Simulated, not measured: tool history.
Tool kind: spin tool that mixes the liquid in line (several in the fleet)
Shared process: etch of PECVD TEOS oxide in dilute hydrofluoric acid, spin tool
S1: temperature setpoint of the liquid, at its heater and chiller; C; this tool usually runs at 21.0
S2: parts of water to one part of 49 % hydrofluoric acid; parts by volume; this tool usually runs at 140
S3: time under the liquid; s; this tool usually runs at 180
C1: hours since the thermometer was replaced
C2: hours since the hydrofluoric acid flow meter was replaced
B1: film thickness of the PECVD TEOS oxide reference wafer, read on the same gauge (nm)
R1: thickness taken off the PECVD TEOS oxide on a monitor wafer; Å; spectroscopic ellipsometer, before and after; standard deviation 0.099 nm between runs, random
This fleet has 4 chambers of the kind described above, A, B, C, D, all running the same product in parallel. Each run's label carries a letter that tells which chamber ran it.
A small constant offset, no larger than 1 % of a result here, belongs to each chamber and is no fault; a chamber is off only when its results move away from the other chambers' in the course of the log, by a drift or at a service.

run 1C hour=9.3 | S1=21.0 S2=140 S3=180 | C1=726.2 C2=818.7 | B1=130.02 | R1=134.22
run 2A hour=19.2 | S1=21.0 S2=140 S3=180 | C1=1080.4 C2=299.6 | B1=130.03 | R1=135.59
run 3B hour=31.5 | S1=21.0 S2=140 S3=180 | C1=1010.8 C2=156.0 | B1=129.98 | R1=133.82
run 4D hour=40.0 | S1=21.0 S2=140 S3=180 | C1=1102.6 C2=60.1 | B1=130.01 | R1=137.51
run 5A hour=49.9 | S1=21.0 S2=140 S3=180 | C1=1111.1 C2=330.3 | B1=129.99 | R1=134.16
run 6C hour=56.0 | S1=21.0 S2=140 S3=180 | C1=772.9 C2=865.4 | B1=129.97 | R1=135.81
run 7D hour=67.2 | S1=21.0 S2=140 S3=180 | C1=1129.8 C2=87.3 | B1=130.02 | R1=138.00
run 8B hour=79.5 | S1=21.0 S2=140 S3=180 | C1=1058.8 C2=204.0 | B1=130.00 | R1=136.31
run 9A hour=90.9 | S1=21.0 S2=140 S3=180 | C1=1152.1 C2=371.3 | B1=130.01 | R1=136.50
run 10D hour=96.6 | S1=21.0 S2=140 S3=180 | C1=1159.2 C2=116.7 | B1=129.98 | R1=137.47
run 11C hour=107.4 | S1=21.0 S2=140 S3=180 | C1=824.3 C2=916.8 | B1=129.99 | R1=134.79
run 12B hour=115.9 | S1=21.0 S2=140 S3=180 | C1=1095.2 C2=240.4 | B1=129.99 | R1=135.34
run 13A hour=125.5 | S1=17.5 S2=75 S3=180 | C1=1186.7 C2=405.9 | B1=130.03 | R1=233.99
run 14B hour=134.4 | S1=17.5 S2=75 S3=180 | C1=1113.7 C2=258.9 | B1=129.99 | R1=234.31
run 15C hour=142.4 | S1=17.5 S2=75 S3=180 | C1=859.3 C2=951.8 | B1=130.03 | R1=235.59
run 16D hour=154.3 | S1=17.5 S2=75 S3=180 | C1=1216.9 C2=174.4 | B1=130.01 | R1=234.21
run 17A hour=160.2 | S1=21.0 S2=140 S3=180 | C1=1221.4 C2=440.6 | B1=130.00 | R1=133.66
run 18D hour=171.7 | S1=21.0 S2=140 S3=180 | C1=1234.3 C2=191.8 | B1=130.01 | R1=138.64
run 19B hour=178.2 | S1=21.0 S2=140 S3=180 | C1=1157.5 C2=302.7 | B1=129.98 | R1=140.38
run 20C hour=186.1 | S1=21.0 S2=140 S3=180 | C1=903.0 C2=995.5 | B1=130.03 | R1=136.63
run 21D hour=192.3 | S1=21.0 S2=140 S3=180 | C1=1254.9 C2=212.4 | B1=130.01 | R1=135.81
run 22C hour=200.7 | S1=21.0 S2=140 S3=180 | C1=917.6 C2=1010.1 | B1=130.00 | R1=133.71
run 23A hour=211.1 | S1=21.0 S2=140 S3=180 | C1=1272.3 C2=491.5 | B1=130.02 | R1=137.18
run 24B hour=219.5 | S1=21.0 S2=140 S3=180 | C1=1198.8 C2=344.0 | B1=129.99 | R1=136.38
-- hour=222.2 chamber C: thermometer replaced
run 25D hour=231.7 | S1=21.0 S2=140 S3=180 | C1=1294.3 C2=251.8 | B1=130.00 | R1=136.48
run 26C hour=237.3 | S1=21.0 S2=140 S3=180 | C1=15.1 C2=1046.7 | B1=130.01 | R1=135.33
run 27A hour=243.4 | S1=21.0 S2=140 S3=180 | C1=1304.6 C2=523.8 | B1=130.00 | R1=135.48
run 28B hour=253.8 | S1=21.0 S2=140 S3=180 | C1=1233.1 C2=378.3 | B1=129.99 | R1=139.02
run 29D hour=261.3 | S1=21.0 S2=140 S3=180 | C1=1323.9 C2=281.4 | B1=129.98 | R1=138.03
run 30A hour=272.9 | S1=21.0 S2=140 S3=180 | C1=1334.1 C2=553.3 | B1=130.03 | R1=135.53
run 31B hour=278.4 | S1=21.0 S2=140 S3=180 | C1=1257.7 C2=402.9 | B1=129.98 | R1=140.68
run 32C hour=289.4 | S1=21.0 S2=140 S3=180 | C1=67.2 C2=1098.8 | B1=129.96 | R1=135.17
run 33D hour=299.1 | S1=21.0 S2=140 S3=180 | C1=1361.7 C2=319.2 | B1=130.01 | R1=135.49
run 34B hour=305.5 | S1=23.0 S2=140 S3=180 | C1=1284.8 C2=430.0 | B1=129.96 | R1=153.14
run 35A hour=317.1 | S1=23.0 S2=140 S3=180 | C1=1378.3 C2=597.5 | B1=130.00 | R1=147.30
run 36C hour=323.5 | S1=23.0 S2=140 S3=180 | C1=101.3 C2=1132.9 | B1=130.01 | R1=145.13
run 37A hour=330.9 | S1=23.0 S2=140 S3=180 | C1=1392.1 C2=611.3 | B1=129.99 | R1=145.81
run 38B hour=337.5 | S1=25.0 S2=140 S3=260 | C1=1316.8 C2=462.0 | B1=130.01 | R1=243.37
run 39C hour=342.8 | S1=25.0 S2=140 S3=260 | C1=120.6 C2=1152.2 | B1=130.00 | R1=228.10
run 40D hour=352.7 | S1=25.0 S2=140 S3=260 | C1=1415.3 C2=372.8 | B1=130.01 | R1=230.01
run 41A hour=359.7 | S1=25.0 S2=140 S3=260 | C1=1420.9 C2=640.1 | B1=130.01 | R1=229.47
run 42D hour=369.9 | S1=21.0 S2=140 S3=180 | C1=1432.5 C2=390.0 | B1=130.00 | R1=137.61
run 43B hour=381.3 | S1=21.0 S2=140 S3=180 | C1=1360.6 C2=505.8 | B1=129.97 | R1=146.98
run 44C hour=389.2 | S1=21.0 S2=140 S3=180 | C1=167.0 C2=1198.6 | B1=130.03 | R1=135.42

Predict what each chamber gives when all 4 of them run the settings below next.
run 45A hour=398.0 | S1=21.0 S2=140 S3=180 | R1=?
run 45B hour=398.0 | S1=21.0 S2=140 S3=180 | R1=?
run 45C hour=398.0 | S1=21.0 S2=140 S3=180 | R1=?
run 45D hour=398.0 | S1=21.0 S2=140 S3=180 | R1=?

run=45A R1=134.55
run=45B R1=146.80
run=45C R1=135.60
run=45D R1=137.07
